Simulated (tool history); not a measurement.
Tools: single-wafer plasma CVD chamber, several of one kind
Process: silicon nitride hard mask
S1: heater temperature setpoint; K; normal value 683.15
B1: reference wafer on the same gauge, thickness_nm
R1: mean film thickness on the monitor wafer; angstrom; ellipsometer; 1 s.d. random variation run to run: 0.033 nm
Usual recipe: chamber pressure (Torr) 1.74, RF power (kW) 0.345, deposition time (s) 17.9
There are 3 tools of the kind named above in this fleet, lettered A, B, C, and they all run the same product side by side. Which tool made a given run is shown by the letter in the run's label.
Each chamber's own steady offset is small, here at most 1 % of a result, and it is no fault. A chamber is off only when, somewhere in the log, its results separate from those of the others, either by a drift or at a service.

run 1A hour=3.6 | S1=683.15 chamber_pressure_(Torr)=1.74 RF_power_(kW)=0.345 deposition_time_(s)=17.9 | B1=21.698 | R1=230.92
run 2B hour=9.3 | S1=683.15 chamber_pressure_(Torr)=1.74 RF_power_(kW)=0.345 deposition_time_(s)=17.9 | B1=21.695 | R1=230.98
run 3C hour=15.2 | S1=683.15 chamber_pressure_(Torr)=1.74 RF_power_(kW)=0.345 deposition_time_(s)=17.9 | B1=21.691 | R1=228.66
run 4A hour=21.1 | S1=683.15 chamber_pressure_(Torr)=1.74 RF_power_(kW)=0.345 deposition_time_(s)=17.9 | B1=21.690 | R1=230.97
run 5C hour=28.8 | S1=683.15 chamber_pressure_(Torr)=1.74 RF_power_(kW)=0.365 deposition_time_(s)=16.3 | B1=21.678 | R1=215.83
run 6B hour=33.7 | S1=683.15 chamber_pressure_(Torr)=1.74 RF_power_(kW)=0.365 deposition_time_(s)=16.3 | B1=21.692 | R1=217.89
run 7C hour=40.9 | S1=683.15 chamber_pressure_(Torr)=1.74 RF_power_(kW)=0.365 deposition_time_(s)=16.3 | B1=21.672 | R1=215.95
run 8B hour=48.1 | S1=683.15 chamber_pressure_(Torr)=1.74 RF_power_(kW)=0.345 deposition_time_(s)=17.9 | B1=21.678 | R1=230.71
run 9A hour=52.2 | S1=683.15 chamber_pressure_(Torr)=1.74 RF_power_(kW)=0.345 deposition_time_(s)=17.9 | B1=21.663 | R1=230.32
run 10C hour=57.4 | S1=683.15 chamber_pressure_(Torr)=1.74 RF_power_(kW)=0.345 deposition_time_(s)=17.9 | B1=21.675 | R1=228.81
run 11A hour=65.3 | S1=683.15 chamber_pressure_(Torr)=1.74 RF_power_(kW)=0.345 deposition_time_(s)=17.9 | B1=21.663 | R1=230.46
run 12B hour=71.1 | S1=683.15 chamber_pressure_(Torr)=1.74 RF_power_(kW)=0.345 deposition_time_(s)=17.9 | B1=21.660 | R1=231.13
run 13B hour=74.6 | S1=683.15 chamber_pressure_(Torr)=1.74 RF_power_(kW)=0.345 deposition_time_(s)=17.9 | B1=21.671 | R1=231.26
run 14A hour=81.9 | S1=683.15 chamber_pressure_(Torr)=1.74 RF_power_(kW)=0.345 deposition_time_(s)=17.9 | B1=21.659 | R1=230.24
run 15C hour=86.8 | S1=695.15 chamber_pressure_(Torr)=1.74 RF_power_(kW)=0.345 deposition_time_(s)=17.9 | B1=21.644 | R1=227.70
run 16B hour=94.5 | S1=695.15 chamber_pressure_(Torr)=1.74 RF_power_(kW)=0.345 deposition_time_(s)=17.9 | B1=21.652 | R1=229.88
run 17A hour=100.3 | S1=695.15 chamber_pressure_(Torr)=1.74 RF_power_(kW)=0.345 deposition_time_(s)=17.9 | B1=21.641 | R1=228.43
run 18C hour=108.1 | S1=683.15 chamber_pressure_(Torr)=1.74 RF_power_(kW)=0.345 deposition_time_(s)=17.9 | B1=21.646 | R1=228.33
run 19A hour=114.5 | S1=683.15 chamber_pressure_(Torr)=1.74 RF_power_(kW)=0.345 deposition_time_(s)=17.9 | B1=21.643 | R1=230.18
run 20C hour=118.9 | S1=683.15 chamber_pressure_(Torr)=1.74 RF_power_(kW)=0.345 deposition_time_(s)=17.9 | B1=21.641 | R1=228.58
run 21B hour=125.7 | S1=677.15 chamber_pressure_(Torr)=2.03 RF_power_(kW)=0.345 deposition_time_(s)=17.9 | B1=21.635 | R1=241.95
run 22C hour=131.5 | S1=677.15 chamber_pressure_(Torr)=2.03 RF_power_(kW)=0.345 deposition_time_(s)=17.9 | B1=21.636 | R1=238.60
run 23B hour=139.2 | S1=677.15 chamber_pressure_(Torr)=2.03 RF_power_(kW)=0.345 deposition_time_(s)=17.9 | B1=21.621 | R1=240.92
run 24A hour=142.8 | S1=683.15 chamber_pressure_(Torr)=1.74 RF_power_(kW)=0.400 deposition_time_(s)=19.6 | B1=21.631 | R1=276.01
run 25B hour=149.4 | S1=683.15 chamber_pressure_(Torr)=1.74 RF_power_(kW)=0.400 deposition_time_(s)=19.6 | B1=21.623 | R1=275.96
run 26A hour=154.9 | S1=683.15 chamber_pressure_(Torr)=1.74 RF_power_(kW)=0.400 deposition_time_(s)=19.6 | B1=21.623 | R1=276.14
-- hour=157.4 chamber A: RF generator calibrated
run 27C hour=158.6 | S1=683.15 chamber_pressure_(Torr)=1.74 RF_power_(kW)=0.345 deposition_time_(s)=17.9 | B1=21.621 | R1=227.72
run 28B hour=163.5 | S1=683.15 chamber_pressure_(Torr)=1.57 RF_power_(kW)=0.300 deposition_time_(s)=17.9 | B1=21.623 | R1=204.90
run 29A hour=169.6 | S1=683.15 chamber_pressure_(Torr)=1.57 RF_power_(kW)=0.300 deposition_time_(s)=17.9 | B1=21.606 | R1=204.01
run 30C hour=176.7 | S1=683.15 chamber_pressure_(Torr)=1.57 RF_power_(kW)=0.300 deposition_time_(s)=17.9 | B1=21.611 | R1=202.55
run 31B hour=182.0 | S1=683.15 chamber_pressure_(Torr)=1.74 RF_power_(kW)=0.345 deposition_time_(s)=17.9 | B1=21.603 | R1=230.06
run 32C hour=189.7 | S1=683.15 chamber_pressure_(Torr)=1.74 RF_power_(kW)=0.345 deposition_time_(s)=17.9 | B1=21.601 | R1=228.19
run 33A hour=197.3 | S1=683.15 chamber_pressure_(Torr)=1.74 RF_power_(kW)=0.345 deposition_time_(s)=17.9 | B1=21.600 | R1=229.93
run 34A hour=201.0 | S1=683.15 chamber_pressure_(Torr)=1.74 RF_power_(kW)=0.345 deposition_time_(s)=17.9 | B1=21.594 | R1=229.63
run 35C hour=207.8 | S1=683.15 chamber_pressure_(Torr)=1.74 RF_power_(kW)=0.345 deposition_time_(s)=17.9 | B1=21.594 | R1=228.32
run 36B hour=214.2 | S1=683.15 chamber_pressure_(Torr)=1.74 RF_power_(kW)=0.345 deposition_time_(s)=17.9 | B1=21.592 | R1=230.73
run 37A hour=220.6 | S1=683.15 chamber_pressure_(Torr)=1.74 RF_power_(kW)=0.345 deposition_time_(s)=17.9 | B1=21.586 | R1=229.22
run 38C hour=224.3 | S1=683.15 chamber_pressure_(Torr)=1.74 RF_power_(kW)=0.345 deposition_time_(s)=17.9 | B1=21.580 | R1=228.55
run 39B hour=228.6 | S1=683.15 chamber_pressure_(Torr)=1.74 RF_power_(kW)=0.345 deposition_time_(s)=17.9 | B1=21.580 | R1=229.35
run 40A hour=233.5 | S1=683.15 chamber_pressure_(Torr)=1.74 RF_power_(kW)=0.345 deposition_time_(s)=17.9 | B1=21.581 | R1=229.29
run 41C hour=240.2 | S1=683.15 chamber_pressure_(Torr)=1.74 RF_power_(kW)=0.345 deposition_time_(s)=17.9 | B1=21.584 | R1=227.36

Which is it: a chamber that has drifted or been left off by a service, a gauge drift common to all chambers, or only each chamber's usual small offset? If a chamber is off, name it and its likeliest cause.

None of the chambers is off. What moves is the gauge, dragging all their readings along together.
Cause: gauge reads low (%) = 0.585.
